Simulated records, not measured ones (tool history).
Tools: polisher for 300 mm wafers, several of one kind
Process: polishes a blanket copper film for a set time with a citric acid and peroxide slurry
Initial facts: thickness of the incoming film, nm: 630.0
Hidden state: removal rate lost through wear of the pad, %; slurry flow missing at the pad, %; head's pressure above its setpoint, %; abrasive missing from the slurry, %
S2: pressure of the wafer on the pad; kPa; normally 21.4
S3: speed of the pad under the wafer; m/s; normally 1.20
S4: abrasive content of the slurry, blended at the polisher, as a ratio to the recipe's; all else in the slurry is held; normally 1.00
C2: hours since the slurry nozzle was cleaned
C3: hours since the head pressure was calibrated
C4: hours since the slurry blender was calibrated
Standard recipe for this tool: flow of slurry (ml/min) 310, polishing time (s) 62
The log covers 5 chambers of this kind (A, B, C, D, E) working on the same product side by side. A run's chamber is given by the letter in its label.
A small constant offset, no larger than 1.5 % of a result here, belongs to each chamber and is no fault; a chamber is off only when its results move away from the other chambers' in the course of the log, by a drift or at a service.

run 1D hour=9.5 | flow_of_slurry_(ml/min)=310 S2=21.4 S3=1.20 S4=1.00 polishing_time_(s)=62 | wafers_polished_on_this_pad=476 C2=57.0 C3=471.7 C4=235.2 | film_removed_(nm)=203.78
-- hour=18.1 chamber B: worn pad replaced by a new one
run 2A hour=23.9 | flow_of_slurry_(ml/min)=310 S2=21.4 S3=1.20 S4=1.00 polishing_time_(s)=62 | wafers_polished_on_this_pad=258 C2=157.7 C3=394.0 C4=23.9 | film_removed_(nm)=200.12
-- hour=24.0 chamber D: worn pad replaced by a new one
-- hour=25.4 chamber C: worn pad replaced by a new one
-- hour=29.0 chamber B: slurry nozzle cleaned
run 3C hour=36.5 | flow_of_slurry_(ml/min)=310 S2=21.4 S3=1.20 S4=1.00 polishing_time_(s)=62 | wafers_polished_on_this_pad=99 C2=642.9 C3=38.2 C4=444.3 | film_removed_(nm)=201.36
-- hour=37.8 chamber C: slurry nozzle cleaned
-- hour=50.8 chamber D: slurry blender recalibrated
run 4E hour=50.8 | flow_of_slurry_(ml/min)=310 S2=21.4 S3=1.20 S4=1.00 polishing_time_(s)=62 | wafers_polished_on_this_pad=881 C2=656.6 C3=187.0 C4=155.8 | film_removed_(nm)=198.13
run 5B hour=59.4 | flow_of_slurry_(ml/min)=310 S2=21.4 S3=1.20 S4=1.00 polishing_time_(s)=62 | wafers_polished_on_this_pad=368 C2=30.4 C3=760.7 C4=355.1 | film_removed_(nm)=201.70
-- hour=63.3 chamber C: slurry blender recalibrated
run 6A hour=72.8 | flow_of_slurry_(ml/min)=310 S2=21.4 S3=1.20 S4=1.00 polishing_time_(s)=62 | wafers_polished_on_this_pad=692 C2=206.6 C3=442.9 C4=72.8 | film_removed_(nm)=204.59
-- hour=79.3 chamber A: worn pad replaced by a new one
run 7D hour=83.8 | flow_of_slurry_(ml/min)=310 S2=21.4 S3=1.20 S4=1.00 polishing_time_(s)=62 | wafers_polished_on_this_pad=532 C2=131.3 C3=546.0 C4=33.0 | film_removed_(nm)=199.88
run 8B hour=91.4 | flow_of_slurry_(ml/min)=310 S2=21.4 S3=1.20 S4=1.00 polishing_time_(s)=62 | wafers_polished_on_this_pad=652 C2=62.4 C3=792.7 C4=387.1 | film_removed_(nm)=207.50
-- hour=97.9 chamber D: worn pad replaced by a new one
-- hour=103.1 chamber E: worn pad replaced by a new one
run 9E hour=104.9 | flow_of_slurry_(ml/min)=310 S2=21.4 S3=1.20 S4=1.00 polishing_time_(s)=62 | wafers_polished_on_this_pad=16 C2=710.7 C3=241.1 C4=209.9 | film_removed_(nm)=195.47
-- hour=110.8 chamber C: worn pad replaced by a new one
-- hour=115.1 chamber E: slurry nozzle cleaned
run 10C hour=117.1 | flow_of_slurry_(ml/min)=310 S2=21.4 S3=1.20 S4=1.00 polishing_time_(s)=62 | wafers_polished_on_this_pad=56 C2=79.4 C3=118.8 C4=53.8 | film_removed_(nm)=205.12
run 11D hour=124.5 | flow_of_slurry_(ml/min)=310 S2=21.4 S3=1.34 S4=0.85 polishing_time_(s)=62 | wafers_polished_on_this_pad=236 C2=172.0 C3=586.7 C4=73.7 | film_removed_(nm)=219.43
-- hour=131.1 chamber E: slurry blender recalibrated
run 12B hour=134.4 | flow_of_slurry_(ml/min)=310 S2=21.4 S3=1.34 S4=0.85 polishing_time_(s)=62 | wafers_polished_on_this_pad=1034 C2=105.4 C3=835.7 C4=430.1 | film_removed_(nm)=228.38
run 13C hour=146.1 | flow_of_slurry_(ml/min)=310 S2=21.4 S3=1.34 S4=0.85 polishing_time_(s)=62 | wafers_polished_on_this_pad=314 C2=108.4 C3=147.8 C4=82.8 | film_removed_(nm)=215.92
-- hour=155.5 chamber B: slurry blender recalibrated
run 14E hour=157.6 | flow_of_slurry_(ml/min)=310 S2=21.4 S3=1.34 S4=0.85 polishing_time_(s)=62 | wafers_polished_on_this_pad=485 C2=42.5 C3=293.8 C4=26.6 | film_removed_(nm)=219.56
-- hour=169.0 chamber D: worn pad replaced by a new one
-- hour=170.0 chamber B: worn pad replaced by a new one
-- hour=171.7 chamber A: worn pad replaced by a new one
run 15A hour=172.0 | flow_of_slurry_(ml/min)=310 S2=21.4 S3=1.34 S4=0.85 polishing_time_(s)=62 | wafers_polished_on_this_pad=3 C2=305.8 C3=542.1 C4=172.0 | film_removed_(nm)=217.09
run 16D hour=184.2 | flow_of_slurry_(ml/min)=310 S2=21.4 S3=1.02 S4=1.25 polishing_time_(s)=62 | wafers_polished_on_this_pad=135 C2=231.7 C3=646.4 C4=133.4 | film_removed_(nm)=183.51
run 17A hour=191.5 | flow_of_slurry_(ml/min)=310 S2=21.4 S3=1.02 S4=1.25 polishing_time_(s)=62 | wafers_polished_on_this_pad=176 C2=325.3 C3=561.6 C4=191.5 | film_removed_(nm)=183.55
-- hour=199.7 chamber A: head pressure recalibrated
run 18E hour=200.2 | flow_of_slurry_(ml/min)=310 S2=21.4 S3=1.02 S4=1.25 polishing_time_(s)=62 | wafers_polished_on_this_pad=863 C2=85.1 C3=336.4 C4=69.2 | film_removed_(nm)=179.31
run 19C hour=208.1 | flow_of_slurry_(ml/min)=310 S2=21.4 S3=1.02 S4=1.25 polishing_time_(s)=62 | wafers_polished_on_this_pad=865 C2=170.4 C3=209.8 C4=144.8 | film_removed_(nm)=177.55
run 20B hour=215.0 | flow_of_slurry_(ml/min)=310 S2=21.4 S3=1.02 S4=1.25 polishing_time_(s)=62 | wafers_polished_on_this_pad=400 C2=186.0 C3=916.3 C4=59.6 | film_removed_(nm)=192.33
-- hour=215.8 chamber C: worn pad replaced by a new one
run 21E hour=228.9 | flow_of_slurry_(ml/min)=310 S2=21.4 S3=1.20 S4=1.00 polishing_time_(s)=62 | wafers_polished_on_this_pad=1118 C2=113.8 C3=365.1 C4=97.9 | film_removed_(nm)=202.96
-- hour=230.0 chamber D: worn pad replaced by a new one
run 22A hour=236.1 | flow_of_slurry_(ml/min)=385 S2=15.2 S3=1.20 S4=1.00 polishing_time_(s)=62 | wafers_polished_on_this_pad=573 C2=369.9 C3=36.5 C4=236.1 | film_removed_(nm)=144.33
run 23C hour=243.2 | flow_of_slurry_(ml/min)=385 S2=15.2 S3=1.20 S4=1.00 polishing_time_(s)=62 | wafers_polished_on_this_pad=244 C2=205.5 C3=244.9 C4=179.9 | film_removed_(nm)=146.10
-- hour=252.3 chamber E: worn pad replaced by a new one
run 24D hour=255.1 | flow_of_slurry_(ml/min)=385 S2=15.2 S3=1.20 S4=1.00 polishing_time_(s)=62 | wafers_polished_on_this_pad=223 C2=302.6 C3=717.3 C4=204.3 | film_removed_(nm)=150.53
-- hour=258.6 chamber A: worn pad replaced by a new one
run 25B hour=268.5 | flow_of_slurry_(ml/min)=385 S2=15.2 S3=1.20 S4=1.00 polishing_time_(s)=62 | wafers_polished_on_this_pad=875 C2=239.5 C3=969.8 C4=113.1 | film_removed_(nm)=159.50
run 26B hour=280.2 | flow_of_slurry_(ml/min)=385 S2=15.2 S3=1.20 S4=1.00 polishing_time_(s)=62 | wafers_polished_on_this_pad=979 C2=251.2 C3=981.5 C4=124.8 | film_removed_(nm)=160.51
-- hour=289.6 chamber D: worn pad replaced by a new one
run 27C hour=293.9 | flow_of_slurry_(ml/min)=310 S2=21.4 S3=1.20 S4=1.00 polishing_time_(s)=62 | wafers_polished_on_this_pad=694 C2=256.2 C3=295.6 C4=230.6 | film_removed_(nm)=200.79
run 28E hour=300.7 | flow_of_slurry_(ml/min)=310 S2=21.4 S3=1.20 S4=0.85 polishing_time_(s)=80 | wafers_polished_on_this_pad=431 C2=185.6 C3=436.9 C4=169.7 | film_removed_(nm)=250.21
-- hour=308.7 chamber D: slurry blender recalibrated
run 29A hour=310.1 | flow_of_slurry_(ml/min)=310 S2=21.4 S3=1.20 S4=0.85 polishing_time_(s)=80 | wafers_polished_on_this_pad=458 C2=443.9 C3=110.5 C4=310.1 | film_removed_(nm)=253.22
run 30D hour=318.0 | flow_of_slurry_(ml/min)=310 S2=21.4 S3=1.20 S4=0.85 polishing_time_(s)=80 | wafers_polished_on_this_pad=252 C2=365.5 C3=780.2 C4=9.4 | film_removed_(nm)=252.83
-- hour=321.8 chamber C: worn pad replaced by a new one
run 31C hour=327.4 | flow_of_slurry_(ml/min)=310 S2=21.4 S3=1.20 S4=0.85 polishing_time_(s)=80 | wafers_polished_on_this_pad=50 C2=289.7 C3=329.1 C4=264.1 | film_removed_(nm)=251.49

All chambers now run identical settings, listed one chamber a line with results as question marks. What results will each chamber show?
run 32A hour=338.0 | flow_of_slurry_(ml/min)=310 S2=21.4 S3=1.20 S4=1.00 polishing_time_(s)=62 | film_removed_(nm)=?
run 32B hour=338.0 | flow_of_slurry_(ml/min)=310 S2=21.4 S3=1.20 S4=1.00 polishing_time_(s)=62 | film_removed_(nm)=?
run 32C hour=338.0 | flow_of_slurry_(ml/min)=310 S2=21.4 S3=1.20 S4=1.00 polishing_time_(s)=62 | film_removed_(nm)=?
run 32D hour=338.0 | flow_of_slurry_(ml/min)=310 S2=21.4 S3=1.20 S4=1.00 polishing_time_(s)=62 | film_removed_(nm)=?
run 32E hour=338.0 | flow_of_slurry_(ml/min)=310 S2=21.4 S3=1.20 S4=1.00 polishing_time_(s)=62 | film_removed_(nm)=?

run=32A film_removed_(nm)=200.05
run=32B film_removed_(nm)=227.62
run=32C film_removed_(nm)=203.53
run=32D film_removed_(nm)=205.93
run=32E film_removed_(nm)=198.92

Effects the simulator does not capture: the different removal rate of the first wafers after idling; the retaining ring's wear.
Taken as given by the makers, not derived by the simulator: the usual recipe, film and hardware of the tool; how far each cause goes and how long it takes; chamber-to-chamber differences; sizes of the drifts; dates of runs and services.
